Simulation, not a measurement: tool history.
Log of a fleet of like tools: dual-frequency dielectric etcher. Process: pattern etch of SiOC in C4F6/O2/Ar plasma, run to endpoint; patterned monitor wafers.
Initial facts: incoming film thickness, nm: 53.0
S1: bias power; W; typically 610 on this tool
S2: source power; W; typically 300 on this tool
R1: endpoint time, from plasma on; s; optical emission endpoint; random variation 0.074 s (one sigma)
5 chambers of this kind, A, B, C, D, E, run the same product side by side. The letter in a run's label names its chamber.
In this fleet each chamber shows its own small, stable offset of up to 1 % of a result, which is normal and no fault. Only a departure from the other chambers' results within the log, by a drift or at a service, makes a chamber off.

run,hour,S1,S2,R1
1A,8.9,610,300,18.364
2B,15.6,610,300,18.466
3D,20.6,610,300,18.185
4E,29.7,610,300,18.28
5C,40.2,610,300,18.196
6C,45.9,610,300,18.539
7E,51.6,732,230,18.732
8A,61.9,732,230,18.906
9B,70.2,732,230,18.792
10D,77.3,732,230,18.766
11A,86.6,732,230,18.834
12D,92.2,461,260,21.329
13E,100.7,461,260,21.407
14B,110.8,461,260,21.541
15C,116.6,461,260,21.676
16A,125.6,461,260,21.552
17D,134,610,300,18.167
18E,143.7,668,300,17.408
19B,149.5,668,300,17.876
20C,155.8,668,300,17.768
21E,161.9,668,300,17.263
22A,167,668,300,17.805
23C,173.3,610,300,18.475
24D,180.1,610,300,18.297
25B,188.5,610,300,18.356
26D,198.9,610,300,18.19
27E,209.5,610,300,17.899
28B,219.8,610,300,18.342
29A,225.6,610,300,18.399
30C,236,610,360,17.195
31C,245.9,610,360,17.316
32A,255,610,360,17.305
33E,260,610,360,16.704
34B,269,610,360,17.27
35D,273.8,610,300,18.207

Which is it: a chamber that has drifted or been left off by a service, a gauge drift common to all chambers, or only each chamber's usual small offset? If a chamber is off, name it and its likeliest cause.

Little by little, chamber E moves away from the other chambers.
Likeliest cause: etch rate over this chamber's usual, % = 2.65.

Below are 4 candidate recipes for chamber E's next run, each the usual settings with a change, their results shown as question marks. Which of them brings E's results back in line with what the other chambers give on the usual settings?
A result is in line if it is within this distance of the other chambers' mean on the usual settings: R1 0.26 s
36E-1,281.4,566,280,?
36E-2,281.4,610,350,?
36E-3,281.4,585,290,?
36E-4,281.4,610,330,?

On the usual settings, the other chambers give on average: R1 18.379 s
run,R1
36E-1,18.793
36E-2,16.806
36E-3,18.313
36E-4,17.175
The answer is 36E-3, which returns the chamber to within the allowed miss of the others.
